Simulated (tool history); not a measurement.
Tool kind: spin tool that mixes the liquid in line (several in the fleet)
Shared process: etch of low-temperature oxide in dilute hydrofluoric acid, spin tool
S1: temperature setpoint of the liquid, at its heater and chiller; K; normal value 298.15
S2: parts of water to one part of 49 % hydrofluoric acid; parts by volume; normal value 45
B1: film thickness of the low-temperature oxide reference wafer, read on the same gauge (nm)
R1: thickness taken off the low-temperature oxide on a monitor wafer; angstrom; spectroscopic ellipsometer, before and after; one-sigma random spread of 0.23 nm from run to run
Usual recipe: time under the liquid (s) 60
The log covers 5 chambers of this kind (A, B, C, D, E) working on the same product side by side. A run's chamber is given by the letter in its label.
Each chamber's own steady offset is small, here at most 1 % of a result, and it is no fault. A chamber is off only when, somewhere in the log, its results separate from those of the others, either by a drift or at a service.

{"run": "1B", "day": 0.558, "S1": 298.15, "S2": 45, "time under the liquid (s)": 60, "B1": 79.98, "R1": 253.1}
{"run": "2A", "day": 1.2, "S1": 298.15, "S2": 45, "time under the liquid (s)": 60, "B1": 79.968, "R1": 255.85}
{"run": "3D", "day": 1.688, "S1": 298.15, "S2": 45, "time under the liquid (s)": 60, "B1": 79.998, "R1": 252.87}
{"run": "4E", "day": 1.992, "S1": 298.15, "S2": 45, "time under the liquid (s)": 60, "B1": 80.002, "R1": 252.06}
{"run": "5C", "day": 2.671, "S1": 298.15, "S2": 45, "time under the liquid (s)": 60, "B1": 80.0, "R1": 247.93}
{"run": "6E", "day": 3.283, "S1": 298.15, "S2": 45, "time under the liquid (s)": 60, "B1": 79.965, "R1": 255.43}
{"run": "7A", "day": 3.967, "S1": 298.15, "S2": 45, "time under the liquid (s)": 60, "B1": 80.041, "R1": 252.44}
{"run": "8C", "day": 4.621, "S1": 298.15, "S2": 45, "time under the liquid (s)": 60, "B1": 80.003, "R1": 254.12}
{"run": "9B", "day": 5.242, "S1": 298.15, "S2": 45, "time under the liquid (s)": 60, "B1": 80.031, "R1": 250.44}
{"run": "10D", "day": 5.671, "S1": 298.15, "S2": 45, "time under the liquid (s)": 60, "B1": 79.962, "R1": 251.86}
{"run": "11B", "day": 6.35, "S1": 298.15, "S2": 45, "time under the liquid (s)": 60, "B1": 80.004, "R1": 249.64}
{"run": "12A", "day": 6.721, "S1": 298.15, "S2": 45, "time under the liquid (s)": 60, "B1": 79.991, "R1": 255.11}
{"run": "13C", "day": 7.179, "S1": 298.15, "S2": 45, "time under the liquid (s)": 60, "B1": 79.989, "R1": 253.29}
{"run": "14E", "day": 7.767, "S1": 298.15, "S2": 45, "time under the liquid (s)": 60, "B1": 79.989, "R1": 250.18}
{"run": "15D", "day": 8.375, "S1": 298.15, "S2": 45, "time under the liquid (s)": 60, "B1": 80.028, "R1": 253.31}
{"run": "16D", "day": 8.875, "S1": 298.15, "S2": 45, "time under the liquid (s)": 60, "B1": 79.995, "R1": 255.11}
{"run": "17A", "day": 9.492, "S1": 302.15, "S2": 45, "time under the liquid (s)": 60, "B1": 80.038, "R1": 304.22}
{"run": "18E", "day": 10.15, "S1": 302.15, "S2": 45, "time under the liquid (s)": 60, "B1": 80.026, "R1": 292.92}
{"run": "19C", "day": 10.471, "S1": 302.15, "S2": 45, "time under the liquid (s)": 60, "B1": 80.004, "R1": 298.92}
{"run": "20B", "day": 11.054, "S1": 302.15, "S2": 45, "time under the liquid (s)": 60, "B1": 80.009, "R1": 295.11}
{"run": "21A", "day": 11.683, "S1": 302.15, "S2": 45, "time under the liquid (s)": 60, "B1": 79.974, "R1": 310.33}
{"run": "22D", "day": 12.304, "S1": 298.15, "S2": 45, "time under the liquid (s)": 60, "B1": 79.968, "R1": 252.88}
{"run": "23B", "day": 12.967, "S1": 298.15, "S2": 45, "time under the liquid (s)": 60, "B1": 80.014, "R1": 252.36}
{"day": 13.329, "done": "chamber D: thermometer replaced"}
{"run": "24C", "day": 13.396, "S1": 298.15, "S2": 45, "time under the liquid (s)": 60, "B1": 80.037, "R1": 254.07}
{"run": "25E", "day": 13.779, "S1": 298.15, "S2": 45, "time under the liquid (s)": 60, "B1": 80.011, "R1": 248.93}
{"run": "26E", "day": 14.142, "S1": 298.15, "S2": 45, "time under the liquid (s)": 60, "B1": 79.981, "R1": 248.24}
{"run": "27A", "day": 14.775, "S1": 298.15, "S2": 45, "time under the liquid (s)": 60, "B1": 79.982, "R1": 273.88}
{"run": "28D", "day": 15.229, "S1": 296.15, "S2": 45, "time under the liquid (s)": 30, "B1": 79.982, "R1": 116.15}
{"run": "29C", "day": 15.817, "S1": 296.15, "S2": 45, "time under the liquid (s)": 30, "B1": 79.999, "R1": 116.9}
{"run": "30B", "day": 16.221, "S1": 296.15, "S2": 45, "time under the liquid (s)": 30, "B1": 80.014, "R1": 115.34}
{"run": "31E", "day": 16.754, "S1": 296.15, "S2": 45, "time under the liquid (s)": 30, "B1": 79.993, "R1": 115.92}

Is one chamber off against the others, does the gauge drift, or is nothing wrong? If a chamber is off, say which, and what the likeliest cause is.

Chamber A drifts away from the others.
Likeliest cause: liquid hotter than its thermometer reads (K) = 2.51.
With only this log, it may be confused with: hydrofluoric acid flow above the setpoint (%).

Chamber A could run next with any of the 4 candidate recipes listed below; each alters the usual settings, and their results appear as question marks. Which one brings its results back in line with what the other chambers deliver on the usual settings?
Counts as in line when no further than this from what the other chambers average on the usual settings: R1 8.20 angstrom
{"run": "32A-1", "day": 17.25, "S1": 298.65, "S2": 45, "time under the liquid (s)": 65, "R1": "?"}
{"run": "32A-2", "day": 17.25, "S1": 296.65, "S2": 45, "time under the liquid (s)": 60, "R1": "?"}
{"run": "32A-3", "day": 17.25, "S1": 297.65, "S2": 45, "time under the liquid (s)": 55, "R1": "?"}
{"run": "32A-4", "day": 17.25, "S1": 299.65, "S2": 45, "time under the liquid (s)": 60, "R1": "?"}

Average result of the remaining chambers running the usual settings: R1 251.56 angstrom
run=32A-1 R1=309.24
run=32A-2 R1=263.00
run=32A-3 R1=251.15
run=32A-4 R1=297.19
32A-3 is the one that brings the chamber's results back in line with the other chambers.
